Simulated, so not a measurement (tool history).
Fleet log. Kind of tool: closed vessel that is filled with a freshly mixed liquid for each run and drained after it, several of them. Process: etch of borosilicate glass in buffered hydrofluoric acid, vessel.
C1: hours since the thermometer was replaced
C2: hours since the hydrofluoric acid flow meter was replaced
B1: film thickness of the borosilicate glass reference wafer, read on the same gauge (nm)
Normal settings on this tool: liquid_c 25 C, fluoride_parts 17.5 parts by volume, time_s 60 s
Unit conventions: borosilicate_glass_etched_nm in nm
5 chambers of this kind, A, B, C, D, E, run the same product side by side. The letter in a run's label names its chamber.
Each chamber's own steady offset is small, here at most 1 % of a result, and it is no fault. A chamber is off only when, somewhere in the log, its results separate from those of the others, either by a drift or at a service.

{"run": "1B", "hour": 4.0, "liquid_c": 25, "fluoride_parts": 17.5, "time_s": 60, "C1": 519.3, "C2": 227.4, "B1": 79.976, "borosilicate_glass_etched_nm": 45.457}
{"run": "2A", "hour": 6.5, "liquid_c": 25, "fluoride_parts": 17.5, "time_s": 60, "C1": 10.6, "C2": 1189.3, "B1": 80.009, "borosilicate_glass_etched_nm": 45.815}
{"run": "3E", "hour": 9.4, "liquid_c": 25, "fluoride_parts": 17.5, "time_s": 60, "C1": 570.7, "C2": 408.2, "B1": 80.011, "borosilicate_glass_etched_nm": 46.482}
{"run": "4C", "hour": 12.9, "liquid_c": 25, "fluoride_parts": 17.5, "time_s": 60, "C1": 67.1, "C2": 336, "B1": 80.007, "borosilicate_glass_etched_nm": 45.904}
{"run": "5D", "hour": 15.7, "liquid_c": 25, "fluoride_parts": 17.5, "time_s": 60, "C1": 173.7, "C2": 217.2, "B1": 80.002, "borosilicate_glass_etched_nm": 45.81}
{"run": "6D", "hour": 18.7, "liquid_c": 25, "fluoride_parts": 17.5, "time_s": 60, "C1": 176.7, "C2": 220.2, "B1": 79.984, "borosilicate_glass_etched_nm": 44.675}
{"run": "7B", "hour": 22.5, "liquid_c": 25, "fluoride_parts": 17.5, "time_s": 60, "C1": 537.8, "C2": 245.9, "B1": 80.028, "borosilicate_glass_etched_nm": 45.409}
{"run": "8A", "hour": 24.4, "liquid_c": 29.5, "fluoride_parts": 17.5, "time_s": 60, "C1": 28.5, "C2": 1207.2, "B1": 80.007, "borosilicate_glass_etched_nm": 58.034}
{"run": "9C", "hour": 26.9, "liquid_c": 29.5, "fluoride_parts": 17.5, "time_s": 60, "C1": 81.1, "C2": 350, "B1": 79.963, "borosilicate_glass_etched_nm": 58.039}
{"hour": 28.9, "done": "chamber A: hydrofluoric acid flow meter replaced"}
{"run": "10E", "hour": 31.1, "liquid_c": 29.5, "fluoride_parts": 17.5, "time_s": 60, "C1": 592.4, "C2": 429.9, "B1": 80.003, "borosilicate_glass_etched_nm": 57.667}
{"run": "11C", "hour": 34.1, "liquid_c": 29.5, "fluoride_parts": 17.5, "time_s": 60, "C1": 88.3, "C2": 357.2, "B1": 79.977, "borosilicate_glass_etched_nm": 58.525}
{"run": "12A", "hour": 37.0, "liquid_c": 29.5, "fluoride_parts": 17.5, "time_s": 60, "C1": 41.1, "C2": 8.2, "B1": 79.984, "borosilicate_glass_etched_nm": 57.924}
{"run": "13D", "hour": 39.2, "liquid_c": 25, "fluoride_parts": 17.5, "time_s": 60, "C1": 197.2, "C2": 240.7, "B1": 79.995, "borosilicate_glass_etched_nm": 45.938}
{"run": "14B", "hour": 42.6, "liquid_c": 25, "fluoride_parts": 17.5, "time_s": 60, "C1": 557.9, "C2": 266, "B1": 79.995, "borosilicate_glass_etched_nm": 45.53}
{"run": "15E", "hour": 45.4, "liquid_c": 25, "fluoride_parts": 17.5, "time_s": 60, "C1": 606.7, "C2": 444.2, "B1": 79.988, "borosilicate_glass_etched_nm": 44.089}
{"run": "16B", "hour": 48.8, "liquid_c": 25, "fluoride_parts": 17.5, "time_s": 60, "C1": 564.1, "C2": 272.2, "B1": 79.999, "borosilicate_glass_etched_nm": 45.284}
{"run": "17C", "hour": 50.8, "liquid_c": 25, "fluoride_parts": 17.5, "time_s": 60, "C1": 105, "C2": 373.9, "B1": 79.985, "borosilicate_glass_etched_nm": 45.381}
{"run": "18A", "hour": 53.1, "liquid_c": 29, "fluoride_parts": 17.5, "time_s": 60, "C1": 57.2, "C2": 24.3, "B1": 80.012, "borosilicate_glass_etched_nm": 56.248}
{"run": "19E", "hour": 55.5, "liquid_c": 29, "fluoride_parts": 17.5, "time_s": 60, "C1": 616.8, "C2": 454.3, "B1": 80.008, "borosilicate_glass_etched_nm": 54.598}
{"run": "20D", "hour": 57.9, "liquid_c": 29, "fluoride_parts": 17.5, "time_s": 60, "C1": 215.9, "C2": 259.4, "B1": 79.997, "borosilicate_glass_etched_nm": 56.55}
{"run": "21B", "hour": 61.4, "liquid_c": 29, "fluoride_parts": 17.5, "time_s": 60, "C1": 576.7, "C2": 284.8, "B1": 80.009, "borosilicate_glass_etched_nm": 56.448}
{"run": "22E", "hour": 63.9, "liquid_c": 29, "fluoride_parts": 17.5, "time_s": 60, "C1": 625.2, "C2": 462.7, "B1": 80.005, "borosilicate_glass_etched_nm": 53.69}
{"run": "23C", "hour": 66.4, "liquid_c": 25, "fluoride_parts": 17.5, "time_s": 30, "C1": 120.6, "C2": 389.5, "B1": 80.017, "borosilicate_glass_etched_nm": 22.522}
{"run": "24D", "hour": 68.5, "liquid_c": 25, "fluoride_parts": 17.5, "time_s": 30, "C1": 226.5, "C2": 270, "B1": 80.004, "borosilicate_glass_etched_nm": 22.956}
{"run": "25A", "hour": 71.1, "liquid_c": 25, "fluoride_parts": 17.5, "time_s": 30, "C1": 75.2, "C2": 42.3, "B1": 79.996, "borosilicate_glass_etched_nm": 22.915}
{"run": "26C", "hour": 75.2, "liquid_c": 25, "fluoride_parts": 17.5, "time_s": 30, "C1": 129.4, "C2": 398.3, "B1": 79.968, "borosilicate_glass_etched_nm": 23.326}
{"run": "27E", "hour": 78.5, "liquid_c": 25, "fluoride_parts": 17.5, "time_s": 30, "C1": 639.8, "C2": 477.3, "B1": 80.009, "borosilicate_glass_etched_nm": 21.442}
{"run": "28A", "hour": 81.2, "liquid_c": 25, "fluoride_parts": 17.5, "time_s": 60, "C1": 85.3, "C2": 52.4, "B1": 80.013, "borosilicate_glass_etched_nm": 45.799}
{"run": "29D", "hour": 85.0, "liquid_c": 25, "fluoride_parts": 17.5, "time_s": 60, "C1": 243, "C2": 286.5, "B1": 80.024, "borosilicate_glass_etched_nm": 45.486}
{"run": "30B", "hour": 88.9, "liquid_c": 25, "fluoride_parts": 17.5, "time_s": 60, "C1": 604.2, "C2": 312.3, "B1": 79.999, "borosilicate_glass_etched_nm": 44.769}
{"run": "31E", "hour": 91.7, "liquid_c": 25, "fluoride_parts": 17.5, "time_s": 60, "C1": 653, "C2": 490.5, "B1": 80.031, "borosilicate_glass_etched_nm": 42.874}
{"run": "32B", "hour": 95.3, "liquid_c": 25, "fluoride_parts": 17.5, "time_s": 60, "C1": 610.6, "C2": 318.7, "B1": 80.002, "borosilicate_glass_etched_nm": 45.375}
{"run": "33C", "hour": 97.4, "liquid_c": 25, "fluoride_parts": 17.5, "time_s": 60, "C1": 151.6, "C2": 420.5, "B1": 80.024, "borosilicate_glass_etched_nm": 45.405}
{"run": "34A", "hour": 101.5, "liquid_c": 25, "fluoride_parts": 17.5, "time_s": 60, "C1": 105.6, "C2": 72.7, "B1": 79.992, "borosilicate_glass_etched_nm": 44.918}
{"run": "35D", "hour": 103.6, "liquid_c": 25, "fluoride_parts": 17.5, "time_s": 60, "C1": 261.6, "C2": 305.1, "B1": 79.989, "borosilicate_glass_etched_nm": 45.45}
{"run": "36C", "hour": 105.9, "liquid_c": 25, "fluoride_parts": 17.5, "time_s": 60, "C1": 160.1, "C2": 429, "B1": 79.992, "borosilicate_glass_etched_nm": 45.288}
{"run": "37D", "hour": 108.6, "liquid_c": 25, "fluoride_parts": 17.5, "time_s": 60, "C1": 266.6, "C2": 310.1, "B1": 80.016, "borosilicate_glass_etched_nm": 45.593}
{"run": "38B", "hour": 112.5, "liquid_c": 28, "fluoride_parts": 22, "time_s": 60, "C1": 627.8, "C2": 335.9, "B1": 79.996, "borosilicate_glass_etched_nm": 44.026}
{"run": "39A", "hour": 116.4, "liquid_c": 28, "fluoride_parts": 22, "time_s": 60, "C1": 120.5, "C2": 87.6, "B1": 79.991, "borosilicate_glass_etched_nm": 44.064}
{"run": "40E", "hour": 120.6, "liquid_c": 28, "fluoride_parts": 22, "time_s": 60, "C1": 681.9, "C2": 519.4, "B1": 79.994, "borosilicate_glass_etched_nm": 40.068}
{"run": "41E", "hour": 123.8, "liquid_c": 28, "fluoride_parts": 22, "time_s": 60, "C1": 685.1, "C2": 522.6, "B1": 79.98, "borosilicate_glass_etched_nm": 39.784}
{"run": "42D", "hour": 127.4, "liquid_c": 28, "fluoride_parts": 22, "time_s": 60, "C1": 285.4, "C2": 328.9, "B1": 79.978, "borosilicate_glass_etched_nm": 44.326}

Decide between three cases: one chamber stands off from its peers, the gauge reading all wafers drifts, or nothing is wrong past each chamber's small offset. Where a chamber is off, say which and what most likely put it there.

One chamber, E, drifts off from the rest bit by bit.
Likeliest cause: liquid colder than its thermometer reads (K) = 2.23.
From this log alone, it may not be told apart from: hydrofluoric acid flow below the setpoint (%).

Here are 4 candidates for chamber E's next run, each the usual settings with a change, their results left as question marks. Which one brings its results back in line with what the others give on the usual settings?
Counts as in line when no further than this from what the other chambers average on the usual settings: borosilicate_glass_etched_nm 1.4 nm
{"run": "43E-1", "hour": 130.4, "liquid_c": 25.5, "fluoride_parts": 16, "time_s": 60, "borosilicate_glass_etched_nm": "?"}
{"run": "43E-2", "hour": 130.4, "liquid_c": 25, "fluoride_parts": 17, "time_s": 60, "borosilicate_glass_etched_nm": "?"}
{"run": "43E-3", "hour": 130.4, "liquid_c": 25, "fluoride_parts": 18, "time_s": 60, "borosilicate_glass_etched_nm": "?"}
{"run": "43E-4", "hour": 130.4, "liquid_c": 25, "fluoride_parts": 18, "time_s": 55, "borosilicate_glass_etched_nm": "?"}

The mean the other chambers reach with the usual settings: borosilicate_glass_etched_nm 45.643 nm
run=43E-1 borosilicate_glass_etched_nm=45.87
run=43E-2 borosilicate_glass_etched_nm=42.083
run=43E-3 borosilicate_glass_etched_nm=39.8
run=43E-4 borosilicate_glass_etched_nm=36.483
43E-1 is the one that brings the chamber's results back in line with the other chambers.
